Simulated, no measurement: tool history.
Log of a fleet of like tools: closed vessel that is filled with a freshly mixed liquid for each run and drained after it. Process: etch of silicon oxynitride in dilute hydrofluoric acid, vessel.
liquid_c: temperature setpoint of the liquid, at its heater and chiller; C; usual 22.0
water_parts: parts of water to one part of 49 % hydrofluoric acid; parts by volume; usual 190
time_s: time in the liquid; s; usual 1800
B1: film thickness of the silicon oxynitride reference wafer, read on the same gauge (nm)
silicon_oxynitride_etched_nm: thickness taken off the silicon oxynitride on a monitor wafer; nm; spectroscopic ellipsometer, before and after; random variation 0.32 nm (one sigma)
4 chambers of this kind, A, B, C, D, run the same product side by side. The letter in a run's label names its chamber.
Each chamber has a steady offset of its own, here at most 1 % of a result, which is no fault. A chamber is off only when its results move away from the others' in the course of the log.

{"run": "1D", "hour": 10.6, "liquid_c": 22.0, "water_parts": 190, "time_s": 1800, "B1": 39.987, "silicon_oxynitride_etched_nm": 34.863}
{"run": "2A", "hour": 20.0, "liquid_c": 22.0, "water_parts": 190, "time_s": 1800, "B1": 39.993, "silicon_oxynitride_etched_nm": 34.711}
{"run": "3C", "hour": 31.4, "liquid_c": 22.0, "water_parts": 190, "time_s": 1800, "B1": 39.978, "silicon_oxynitride_etched_nm": 34.813}
{"run": "4B", "hour": 42.1, "liquid_c": 22.0, "water_parts": 190, "time_s": 1800, "B1": 39.974, "silicon_oxynitride_etched_nm": 34.002}
{"run": "5C", "hour": 54.0, "liquid_c": 22.0, "water_parts": 190, "time_s": 1800, "B1": 40.036, "silicon_oxynitride_etched_nm": 35.104}
{"run": "6D", "hour": 65.0, "liquid_c": 22.0, "water_parts": 190, "time_s": 1800, "B1": 40.0, "silicon_oxynitride_etched_nm": 34.044}
{"run": "7B", "hour": 71.3, "liquid_c": 20.5, "water_parts": 190, "time_s": 1355, "B1": 40.019, "silicon_oxynitride_etched_nm": 24.022}
{"run": "8A", "hour": 80.5, "liquid_c": 20.5, "water_parts": 190, "time_s": 1355, "B1": 40.002, "silicon_oxynitride_etched_nm": 24.465}
{"run": "9D", "hour": 90.0, "liquid_c": 20.5, "water_parts": 190, "time_s": 1355, "B1": 39.984, "silicon_oxynitride_etched_nm": 24.332}
{"run": "10C", "hour": 98.8, "liquid_c": 20.5, "water_parts": 190, "time_s": 1355, "B1": 40.007, "silicon_oxynitride_etched_nm": 24.616}
{"run": "11B", "hour": 104.8, "liquid_c": 22.0, "water_parts": 190, "time_s": 1800, "B1": 39.986, "silicon_oxynitride_etched_nm": 34.142}
{"run": "12A", "hour": 116.3, "liquid_c": 22.0, "water_parts": 190, "time_s": 1800, "B1": 40.003, "silicon_oxynitride_etched_nm": 34.641}
{"run": "13C", "hour": 123.4, "liquid_c": 22.0, "water_parts": 190, "time_s": 1800, "B1": 40.003, "silicon_oxynitride_etched_nm": 35.266}
{"run": "14B", "hour": 131.4, "liquid_c": 22.0, "water_parts": 190, "time_s": 1800, "B1": 40.017, "silicon_oxynitride_etched_nm": 33.718}
{"run": "15D", "hour": 136.9, "liquid_c": 22.0, "water_parts": 140, "time_s": 1800, "B1": 39.992, "silicon_oxynitride_etched_nm": 47.949}
{"run": "16A", "hour": 144.0, "liquid_c": 22.0, "water_parts": 140, "time_s": 1800, "B1": 40.001, "silicon_oxynitride_etched_nm": 48.352}
{"run": "17B", "hour": 155.4, "liquid_c": 22.0, "water_parts": 140, "time_s": 1800, "B1": 40.019, "silicon_oxynitride_etched_nm": 47.797}
{"hour": 161.3, "done": "chamber D: hydrofluoric acid flow meter replaced"}
{"run": "18A", "hour": 167.9, "liquid_c": 22.0, "water_parts": 140, "time_s": 1800, "B1": 39.99, "silicon_oxynitride_etched_nm": 48.722}
{"run": "19D", "hour": 175.2, "liquid_c": 22.0, "water_parts": 190, "time_s": 1800, "B1": 39.997, "silicon_oxynitride_etched_nm": 34.141}
{"run": "20C", "hour": 182.4, "liquid_c": 22.0, "water_parts": 190, "time_s": 1800, "B1": 40.02, "silicon_oxynitride_etched_nm": 36.509}
{"run": "21A", "hour": 193.4, "liquid_c": 22.0, "water_parts": 190, "time_s": 1800, "B1": 39.987, "silicon_oxynitride_etched_nm": 34.997}
{"run": "22B", "hour": 204.6, "liquid_c": 22.0, "water_parts": 190, "time_s": 1800, "B1": 40.016, "silicon_oxynitride_etched_nm": 34.133}
{"run": "23D", "hour": 210.8, "liquid_c": 22.0, "water_parts": 220, "time_s": 2330, "B1": 40.004, "silicon_oxynitride_etched_nm": 37.881}
{"run": "24C", "hour": 219.1, "liquid_c": 22.0, "water_parts": 220, "time_s": 2330, "B1": 40.002, "silicon_oxynitride_etched_nm": 39.875}
{"run": "25D", "hour": 225.2, "liquid_c": 22.0, "water_parts": 220, "time_s": 2330, "B1": 40.019, "silicon_oxynitride_etched_nm": 37.891}
{"hour": 227.6, "done": "chamber A: thermometer replaced"}
{"run": "26A", "hour": 234.3, "liquid_c": 22.0, "water_parts": 220, "time_s": 2330, "B1": 39.967, "silicon_oxynitride_etched_nm": 37.96}
{"run": "27B", "hour": 243.8, "liquid_c": 22.0, "water_parts": 190, "time_s": 1800, "B1": 40.03, "silicon_oxynitride_etched_nm": 34.583}
{"run": "28C", "hour": 252.3, "liquid_c": 22.0, "water_parts": 190, "time_s": 1800, "B1": 39.994, "silicon_oxynitride_etched_nm": 36.653}

Is one chamber off against the others, does the gauge drift, or is nothing wrong? If a chamber is off, say which, and what the likeliest cause is.

Chamber C drifts away from the others.
Cause: hydrofluoric acid flow above the setpoint (%) = 5.57.
The log may not tell that from: liquid hotter than its thermometer reads (K).

Here are 4 candidates for chamber C's next run, each the usual settings with a change, their results left as question marks. Which one brings its results back in line with what the others give on the usual settings?
In line means no further than this from the other chambers' mean on the usual settings: silicon_oxynitride_etched_nm 1.100 nm
{"run": "29C-1", "hour": 261.3, "liquid_c": 22.0, "water_parts": 195, "time_s": 1740, "silicon_oxynitride_etched_nm": "?"}
{"run": "29C-2", "hour": 261.3, "liquid_c": 22.0, "water_parts": 190, "time_s": 2030, "silicon_oxynitride_etched_nm": "?"}
{"run": "29C-3", "hour": 261.3, "liquid_c": 22.0, "water_parts": 185, "time_s": 1860, "silicon_oxynitride_etched_nm": "?"}
{"run": "29C-4", "hour": 261.3, "liquid_c": 22.0, "water_parts": 200, "time_s": 1685, "silicon_oxynitride_etched_nm": "?"}

The other chambers' mean on the usual settings: silicon_oxynitride_etched_nm 34.194 nm
run=29C-1 silicon_oxynitride_etched_nm=34.515
run=29C-2 silicon_oxynitride_etched_nm=41.453
run=29C-3 silicon_oxynitride_etched_nm=39.127
run=29C-4 silicon_oxynitride_etched_nm=32.490
29C-1 brings the chamber back in line.
